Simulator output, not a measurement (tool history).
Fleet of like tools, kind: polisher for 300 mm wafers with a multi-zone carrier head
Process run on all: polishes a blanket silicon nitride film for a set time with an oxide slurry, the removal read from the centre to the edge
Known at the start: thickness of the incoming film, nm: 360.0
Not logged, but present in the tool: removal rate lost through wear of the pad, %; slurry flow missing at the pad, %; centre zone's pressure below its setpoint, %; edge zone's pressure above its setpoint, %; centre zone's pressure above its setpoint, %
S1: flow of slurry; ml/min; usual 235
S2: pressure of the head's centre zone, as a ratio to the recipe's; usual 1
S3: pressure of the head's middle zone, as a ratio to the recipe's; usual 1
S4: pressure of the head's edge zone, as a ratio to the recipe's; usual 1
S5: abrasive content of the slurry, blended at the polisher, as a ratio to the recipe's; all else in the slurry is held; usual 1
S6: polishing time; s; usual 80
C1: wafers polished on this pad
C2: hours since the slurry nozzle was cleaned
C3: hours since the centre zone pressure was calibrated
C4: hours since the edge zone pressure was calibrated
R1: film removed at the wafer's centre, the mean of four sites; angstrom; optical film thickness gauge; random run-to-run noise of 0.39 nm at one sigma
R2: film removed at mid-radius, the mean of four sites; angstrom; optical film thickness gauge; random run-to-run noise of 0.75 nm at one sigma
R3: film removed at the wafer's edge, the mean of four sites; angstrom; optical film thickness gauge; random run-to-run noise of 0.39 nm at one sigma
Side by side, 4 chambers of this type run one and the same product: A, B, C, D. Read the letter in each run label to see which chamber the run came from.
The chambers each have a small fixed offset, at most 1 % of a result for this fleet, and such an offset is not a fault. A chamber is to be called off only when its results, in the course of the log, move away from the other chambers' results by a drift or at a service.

{"run": "1A", "hour": 9.0, "S1": 235, "S2": 1, "S3": 1, "S4": 1, "S5": 1, "S6": 80, "C1": 932, "C2": 311.6, "C3": 1255.1, "C4": 35.9, "R1": 636.3, "R2": 644.95, "R3": 634.78}
{"run": "2B", "hour": 15.5, "S1": 235, "S2": 1, "S3": 1, "S4": 1, "S5": 1, "S6": 80, "C1": 1136, "C2": 419.7, "C3": 340.8, "C4": 509.6, "R1": 636.09, "R2": 622.92, "R3": 625.95}
{"hour": 16.7, "done": "chamber A: worn pad replaced by a new one"}
{"hour": 20.5, "done": "chamber D: edge zone pressure recalibrated"}
{"run": "3C", "hour": 23.9, "S1": 235, "S2": 1, "S3": 1, "S4": 1, "S5": 1, "S6": 80, "C1": 1044, "C2": 574.6, "C3": 313.4, "C4": 359.7, "R1": 636.83, "R2": 627.01, "R3": 637.66}
{"hour": 27.2, "done": "chamber A: slurry nozzle cleaned"}
{"hour": 30.7, "done": "chamber B: worn pad replaced by a new one"}
{"run": "4D", "hour": 33.6, "S1": 235, "S2": 1, "S3": 1, "S4": 1, "S5": 1, "S6": 80, "C1": 468, "C2": 254.4, "C3": 669.4, "C4": 13.2, "R1": 636.31, "R2": 652.66, "R3": 642.53}
{"hour": 38.6, "done": "chamber C: worn pad replaced by a new one"}
{"run": "5A", "hour": 44.5, "S1": 235, "S2": 0.89, "S3": 1, "S4": 1, "S5": 1, "S6": 80, "C1": 374, "C2": 17.3, "C3": 1290.6, "C4": 71.4, "R1": 558.6, "R2": 634.36, "R3": 636.36}
{"run": "6C", "hour": 55.3, "S1": 235, "S2": 0.89, "S3": 1, "S4": 1, "S5": 1, "S6": 80, "C1": 224, "C2": 606, "C3": 344.8, "C4": 391.1, "R1": 559.52, "R2": 636.6, "R3": 637.72}
{"hour": 61.8, "done": "chamber D: worn pad replaced by a new one"}
{"run": "7B", "hour": 63.9, "S1": 235, "S2": 0.89, "S3": 1, "S4": 1, "S5": 1, "S6": 80, "C1": 446, "C2": 468.1, "C3": 389.2, "C4": 558, "R1": 557.4, "R2": 643.82, "R3": 623.84}
{"run": "8D", "hour": 70.1, "S1": 235, "S2": 0.89, "S3": 1, "S4": 1, "S5": 1, "S6": 80, "C1": 112, "C2": 290.9, "C3": 705.9, "C4": 49.7, "R1": 561.56, "R2": 637.84, "R3": 644.52}
{"run": "9A", "hour": 76.2, "S1": 235, "S2": 1, "S3": 1, "S4": 1, "S5": 1, "S6": 80, "C1": 800, "C2": 49, "C3": 1322.3, "C4": 103.1, "R1": 640.22, "R2": 637.13, "R3": 638.79}
{"run": "10D", "hour": 84.9, "S1": 235, "S2": 1, "S3": 1, "S4": 1, "S5": 1, "S6": 80, "C1": 311, "C2": 305.7, "C3": 720.7, "C4": 64.5, "R1": 633.2, "R2": 622.68, "R3": 640.92}
{"hour": 94.1, "done": "chamber A: worn pad replaced by a new one"}
{"run": "11C", "hour": 94.5, "S1": 235, "S2": 1, "S3": 1, "S4": 1, "S5": 1, "S6": 80, "C1": 751, "C2": 645.2, "C3": 384, "C4": 430.3, "R1": 640.15, "R2": 639.17, "R3": 644.68}
{"hour": 97.9, "done": "chamber A: centre zone pressure recalibrated"}
{"run": "12B", "hour": 102.0, "S1": 235, "S2": 1, "S3": 1, "S4": 1, "S5": 1, "S6": 80, "C1": 957, "C2": 506.2, "C3": 427.3, "C4": 596.1, "R1": 630.1, "R2": 609.46, "R3": 629.11}
{"run": "13A", "hour": 113.5, "S1": 235, "S2": 1, "S3": 1, "S4": 1, "S5": 1, "S6": 80, "C1": 261, "C2": 86.3, "C3": 15.7, "C4": 140.4, "R1": 603.81, "R2": 646.58, "R3": 641.55}
{"run": "14B", "hour": 119.2, "S1": 235, "S2": 1, "S3": 1, "S4": 1, "S5": 1, "S6": 80, "C1": 1188, "C2": 523.4, "C3": 444.5, "C4": 613.3, "R1": 632.76, "R2": 623.37, "R3": 628.16}
{"hour": 123.4, "done": "chamber D: worn pad replaced by a new one"}
{"hour": 127.8, "done": "chamber C: worn pad replaced by a new one"}
{"run": "15D", "hour": 128.2, "S1": 235, "S2": 1, "S3": 1, "S4": 1, "S5": 1, "S6": 80, "C1": 64, "C2": 349, "C3": 764, "C4": 107.8, "R1": 641.15, "R2": 643.26, "R3": 636.39}
{"hour": 132.9, "done": "chamber B: worn pad replaced by a new one"}
{"run": "16C", "hour": 136.2, "S1": 235, "S2": 1, "S3": 1, "S4": 1.09, "S5": 1.25, "S6": 80, "C1": 114, "C2": 686.9, "C3": 425.7, "C4": 472, "R1": 697.2, "R2": 705.47, "R3": 734.82}
{"run": "17D", "hour": 144.7, "S1": 235, "S2": 1, "S3": 1, "S4": 1.09, "S5": 1.25, "S6": 80, "C1": 286, "C2": 365.5, "C3": 780.5, "C4": 124.3, "R1": 703.58, "R2": 706.48, "R3": 732.49}
{"run": "18A", "hour": 151.2, "S1": 235, "S2": 1, "S3": 1, "S4": 1.09, "S5": 1.25, "S6": 80, "C1": 767, "C2": 124, "C3": 53.4, "C4": 178.1, "R1": 664.44, "R2": 700.29, "R3": 724.93}
{"run": "19B", "hour": 161.6, "S1": 235, "S2": 1, "S3": 1, "S4": 1.09, "S5": 1.25, "S6": 80, "C1": 385, "C2": 565.8, "C3": 486.9, "C4": 655.7, "R1": 691.94, "R2": 683.5, "R3": 720.96}
{"run": "20C", "hour": 169.0, "S1": 235, "S2": 1, "S3": 1, "S4": 1, "S5": 1, "S6": 80, "C1": 554, "C2": 719.7, "C3": 458.5, "C4": 504.8, "R1": 638.85, "R2": 630.8, "R3": 636.08}
{"hour": 172.6, "done": "chamber C: slurry nozzle cleaned"}
{"hour": 176.3, "done": "chamber D: worn pad replaced by a new one"}
{"hour": 176.4, "done": "chamber A: worn pad replaced by a new one"}
{"run": "21B", "hour": 179.3, "S1": 235, "S2": 1, "S3": 1, "S4": 1, "S5": 1, "S6": 80, "C1": 623, "C2": 583.5, "C3": 504.6, "C4": 673.4, "R1": 642.08, "R2": 640.16, "R3": 622.39}
{"run": "22A", "hour": 186.4, "S1": 235, "S2": 1, "S3": 1, "S4": 1, "S5": 1, "S6": 80, "C1": 135, "C2": 159.2, "C3": 88.6, "C4": 213.3, "R1": 607.08, "R2": 643.27, "R3": 631.92}
{"run": "23C", "hour": 196.5, "S1": 235, "S2": 1, "S3": 1, "S4": 1, "S5": 1, "S6": 80, "C1": 924, "C2": 24, "C3": 486, "C4": 532.3, "R1": 643.53, "R2": 634.74, "R3": 642.13}
{"run": "24D", "hour": 202.7, "S1": 235, "S2": 1, "S3": 1, "S4": 1, "S5": 1, "S6": 80, "C1": 355, "C2": 423.5, "C3": 838.5, "C4": 182.3, "R1": 636.8, "R2": 644.33, "R3": 639.76}
{"run": "25C", "hour": 208.7, "S1": 235, "S2": 1, "S3": 1, "S4": 1, "S5": 1, "S6": 80, "C1": 1088, "C2": 36.2, "C3": 498.2, "C4": 544.5, "R1": 641.17, "R2": 630.04, "R3": 641.21}
{"run": "26B", "hour": 217.2, "S1": 235, "S2": 1, "S3": 1, "S4": 1, "S5": 1, "S6": 71, "C1": 1132, "C2": 621.4, "C3": 542.5, "C4": 711.3, "R1": 560.76, "R2": 568.17, "R3": 563.11}
{"run": "27A", "hour": 227.0, "S1": 235, "S2": 1, "S3": 1, "S4": 1, "S5": 1, "S6": 71, "C1": 680, "C2": 199.8, "C3": 129.2, "C4": 253.9, "R1": 538.14, "R2": 568.95, "R3": 563.49}
{"hour": 228.6, "done": "chamber C: worn pad replaced by a new one"}
{"hour": 236.4, "done": "chamber B: worn pad replaced by a new one"}
{"run": "28D", "hour": 238.2, "S1": 235, "S2": 1, "S3": 1, "S4": 1, "S5": 1, "S6": 71, "C1": 832, "C2": 459, "C3": 874, "C4": 217.8, "R1": 569.73, "R2": 560.85, "R3": 565.89}
{"hour": 239.7, "done": "chamber D: worn pad replaced by a new one"}
{"hour": 246.5, "done": "chamber A: worn pad replaced by a new one"}
{"run": "29D", "hour": 249.6, "S1": 235, "S2": 1, "S3": 1, "S4": 1, "S5": 1, "S6": 71, "C1": 133, "C2": 470.4, "C3": 885.4, "C4": 229.2, "R1": 566.62, "R2": 565.87, "R3": 570.78}
{"run": "30A", "hour": 255.8, "S1": 235, "S2": 1, "S3": 1, "S4": 1, "S5": 1, "S6": 80, "C1": 126, "C2": 228.6, "C3": 158, "C4": 282.7, "R1": 604.98, "R2": 639.42, "R3": 637.94}
{"run": "31B", "hour": 261.8, "S1": 235, "S2": 1, "S3": 1, "S4": 1, "S5": 1, "S6": 80, "C1": 341, "C2": 666, "C3": 587.1, "C4": 755.9, "R1": 631.29, "R2": 651.09, "R3": 637.8}
{"run": "32C", "hour": 273.3, "S1": 235, "S2": 1, "S3": 1, "S4": 1, "S5": 1, "S6": 80, "C1": 601, "C2": 100.8, "C3": 562.8, "C4": 609.1, "R1": 636.9, "R2": 646.89, "R3": 640.16}
{"run": "33A", "hour": 282.9, "S1": 235, "S2": 1, "S3": 1, "S4": 1, "S5": 1, "S6": 80, "C1": 490, "C2": 255.7, "C3": 185.1, "C4": 309.8, "R1": 604.63, "R2": 627.05, "R3": 633.15}

Next, all 4 chambers run the settings below, one line each with question marks for the results. What does each chamber give?
{"run": "34A", "hour": 291.9, "S1": 235, "S2": 1, "S3": 1, "S4": 1, "S5": 1, "S6": 80, "R1": "?", "R2": "?", "R3": "?"}
{"run": "34B", "hour": 291.9, "S1": 235, "S2": 1, "S3": 1, "S4": 1, "S5": 1, "S6": 80, "R1": "?", "R2": "?", "R3": "?"}
{"run": "34C", "hour": 291.9, "S1": 235, "S2": 1, "S3": 1, "S4": 1, "S5": 1, "S6": 80, "R1": "?", "R2": "?", "R3": "?"}
{"run": "34D", "hour": 291.9, "S1": 235, "S2": 1, "S3": 1, "S4": 1, "S5": 1, "S6": 80, "R1": "?", "R2": "?", "R3": "?"}

run=34A R1=600.88 R2=639.49 R3=634.53
run=34B R1=622.3 R2=621.41 R3=633.5
run=34C R1=635.63 R2=627.52 R3=645.95
run=34D R1=640.08 R2=636.13 R3=643.94

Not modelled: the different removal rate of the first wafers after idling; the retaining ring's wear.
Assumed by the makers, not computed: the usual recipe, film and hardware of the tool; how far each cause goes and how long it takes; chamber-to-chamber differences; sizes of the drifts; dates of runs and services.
